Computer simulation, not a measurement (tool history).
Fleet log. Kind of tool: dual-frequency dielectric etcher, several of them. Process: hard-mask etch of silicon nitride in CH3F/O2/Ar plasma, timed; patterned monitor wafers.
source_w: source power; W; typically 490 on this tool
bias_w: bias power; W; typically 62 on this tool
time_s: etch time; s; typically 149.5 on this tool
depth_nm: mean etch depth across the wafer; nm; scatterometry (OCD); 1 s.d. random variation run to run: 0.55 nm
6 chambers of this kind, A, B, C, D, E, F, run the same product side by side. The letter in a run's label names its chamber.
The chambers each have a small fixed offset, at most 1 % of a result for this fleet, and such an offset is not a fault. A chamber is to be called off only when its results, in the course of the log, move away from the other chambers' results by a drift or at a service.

run   hour  source_w  bias_w  time_s  read-back reference wafer on the same gauge, depth_nm  depth_nm
 1F    4.6       490      62   149.5                                                 99.076    108.66
 2C     10       490      62   149.5                                                 98.924    106.91
 3B   13.9       490      62   149.5                                                 99.048     107.3
 4E   21.4       490      62   149.5                                                 98.998    108.23
 5D     28       490      62   149.5                                                 99.011    107.53
 6A   31.8       490      62   149.5                                                 98.971    106.52
 7B   35.9       490      62   149.5                                                 99.009    107.12
 8D     41       490      62   149.5                                                 99.092    106.07
 9F   49.4       600      62     108                                                 99.066    85.641
10A   54.6       600      62     108                                                 99.116    84.323
11C   59.2       600      62     108                                                 99.201     84.07
12E   67.6       600      62     108                                                  98.96    83.912
13C     73       600      62     108                                                 98.999    84.545
14F   80.9       600      62     108                                                 99.026    85.486
15A   86.7       490      62   149.5                                                 98.929    107.66
16E   92.7       490      62   149.5                                                 98.985    107.14
17D   96.9       490      62   149.5                                                 99.006    107.61
18B  105.1       490      62   149.5                                                 98.952    107.48
19D  110.4       490      62   149.5                                                 98.952    107.23
20E  117.1       490      62   149.5                                                   99.1       107
21A    121       490      72   167.5                                                 98.937    126.11
     126.9  -- chamber E: wet clean of the chamber
22B  126.9       490      72   167.5                                                 98.953     125.5
23F    131       490      72   167.5                                                 99.059     128.4
24C  139.5       490      72   167.5                                                 99.079     126.1
25A  144.6       490      72   167.5                                                  99.02    125.61
26E  149.2       490      72   167.5                                                 99.136    125.95
     150.8  -- chamber F: wet clean of the chamber
27F  157.6       490      62   149.5                                                 98.902    113.99
28C  165.7       490      62   149.5                                                 98.943     108.5
29B  170.8       490      62   149.5                                                 99.062    106.35
30D  174.6       490      62   149.5                                                 98.974    107.28
31C  179.3       490      62   149.5                                                 99.027    107.94
32A  185.4       490      62   149.5                                                 99.033    106.48
33E  190.1       490      62   149.5                                                 99.029    108.07
34B    194       490      62   149.5                                                 99.027    107.91
35D  201.5       490      62   149.5                                                 98.936    108.03
36F  206.1       490      62   149.5                                                 98.907    113.51
37A  214.2       490      62   149.5                                                  99.07    107.37
38C  218.2       490      62   149.5                                                  98.97    107.91
39E  223.1       490      62   149.5                                                 99.125    106.37
40B  227.3       490      62   116.5                                                 99.013      83.5
     232.1  -- chamber B: wet clean of the chamber
41F  234.3       490      62   116.5                                                 98.961    88.785
42D    241       490      62   116.5                                                 99.094    83.613
43B  245.3       490      62   116.5                                                 99.009     83.59

Decide between three cases: one chamber stands off from its peers, the gauge reading all wafers drifts, or nothing is wrong past each chamber's small offset. Where a chamber is off, say which and what most likely put it there.

Chamber F came out of a service off from its peers and stayed that way.
Cause: etch rate over this chamber's usual, % = 4.72.

Chamber F could run next with any of the 4 candidate recipes listed below; each alters the usual settings, and their results appear as question marks. Which one brings its results back in line with what the other chambers deliver on the usual settings?
In-line tolerance around the mean of the other chambers on the usual settings: depth_nm 1.9 nm
44F-1  251.5       470      60   149.5                                                                ?
44F-2  251.5       490      62     153                                                                ?
44F-3  251.5       420      62   149.5                                                                ?
44F-4  251.5       500      63     157                                                                ?

What the other chambers average on the usual settings: depth_nm 107.44 nm
  run  depth_nm
44F-1    111.31
44F-2    117.04
44F-3    107.66
44F-4    121.69
44F-3 is the one that brings the chamber's results back in line with the other chambers.
